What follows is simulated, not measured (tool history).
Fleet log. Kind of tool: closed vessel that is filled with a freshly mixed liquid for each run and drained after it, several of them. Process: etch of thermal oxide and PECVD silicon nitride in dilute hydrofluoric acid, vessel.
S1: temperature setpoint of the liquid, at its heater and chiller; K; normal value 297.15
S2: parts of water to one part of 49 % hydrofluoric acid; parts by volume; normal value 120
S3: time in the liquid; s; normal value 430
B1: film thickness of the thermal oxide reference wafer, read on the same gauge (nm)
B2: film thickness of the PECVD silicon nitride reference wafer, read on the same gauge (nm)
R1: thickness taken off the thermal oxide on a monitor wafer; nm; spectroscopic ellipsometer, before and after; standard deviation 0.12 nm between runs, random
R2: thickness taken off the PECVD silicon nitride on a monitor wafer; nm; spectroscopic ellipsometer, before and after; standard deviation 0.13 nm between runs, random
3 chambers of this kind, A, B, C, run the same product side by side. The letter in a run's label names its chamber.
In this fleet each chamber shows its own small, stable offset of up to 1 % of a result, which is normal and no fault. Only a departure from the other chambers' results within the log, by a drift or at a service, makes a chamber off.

run	hour	S1	S2	S3	B1	B2	R1	R2
1A	4.3	297.15	120	430	50.02	120	16.485	13.477
2C	9.2	297.15	120	430	49.978	120.01	16.44	13.465
3B	13.1	297.15	120	430	50.021	120.01	16.463	13.117
4B	18.7	297.15	120	430	50.037	119.99	16.496	13.231
5C	22.4	297.15	120	430	49.978	120.01	16.489	13.185
6A	27.9	297.15	120	430	50.018	119.99	16.642	13.325
7A	30.9	297.15	120	430	49.99	120.01	16.723	13.303
8C	34.7	297.15	120	430	49.985	120.02	16.052	13.071
9B	40.6	297.15	120	430	49.996	120.01	16.426	13.425
10A	43.8	297.15	120	430	50.041	120	16.576	13.39
11B	49.7	297.15	175	430	49.991	119.99	10.433	9.171
12C	54.1	297.15	175	430	50.021	119.98	10.293	8.7239
13B	59.9	297.15	175	430	49.997	119.99	10.53	9.0932
14A	66	297.15	120	430	49.987	120.01	16.584	13.323
15C	72.2	297.15	175	530	50.013	120.02	12.52	10.636
16B	77.8	297.15	175	530	50.001	120.03	13.114	11.256
17A	80.8	297.15	175	530	49.989	119.99	13.232	11.213
18C	87.4	297.15	120	430	49.995	120.03	15.681	12.922
19C	92.7	297.15	120	430	49.967	119.97	15.649	12.555
20A	97.1	297.15	120	430	49.987	120.02	16.805	13.158
# hour 98.9: chamber B: thermometer replaced
21B	101.6	297.15	120	430	49.997	119.99	16.619	13.152
22A	106.3	297.15	120	430	49.995	120.04	16.571	13.436
23C	112.3	297.15	120	430	49.965	120.01	15.566	12.324
24B	116.9	297.15	140	430	50.029	120.04	13.979	11.603
25A	121.9	297.15	140	430	50.01	120.01	14.083	11.318
26C	127.9	297.15	140	430	50.012	119.97	12.527	10.73
27B	132.8	297.15	75	325	50.025	120.02	20.772	16.027
28A	137.1	297.15	75	325	49.996	119.99	21.377	15.773
29B	141.5	297.15	75	325	49.965	120	20.954	15.947
30C	146.4	297.15	120	430	49.955	120.02	15.06	12.12
31C	149.4	297.15	120	290	50.001	119.98	10.05	8.242
32B	153.2	297.15	120	290	49.983	119.99	10.958	9.0484

Next, every chamber runs the same settings. What will each give?
33A	158.1	297.15	120	430			?	?
33B	158.1	297.15	120	430			?	?
33C	158.1	297.15	120	430			?	?

run	R1	R2
33A	16.66	13.369
33B	16.292	13.538
33C	14.886	12.065

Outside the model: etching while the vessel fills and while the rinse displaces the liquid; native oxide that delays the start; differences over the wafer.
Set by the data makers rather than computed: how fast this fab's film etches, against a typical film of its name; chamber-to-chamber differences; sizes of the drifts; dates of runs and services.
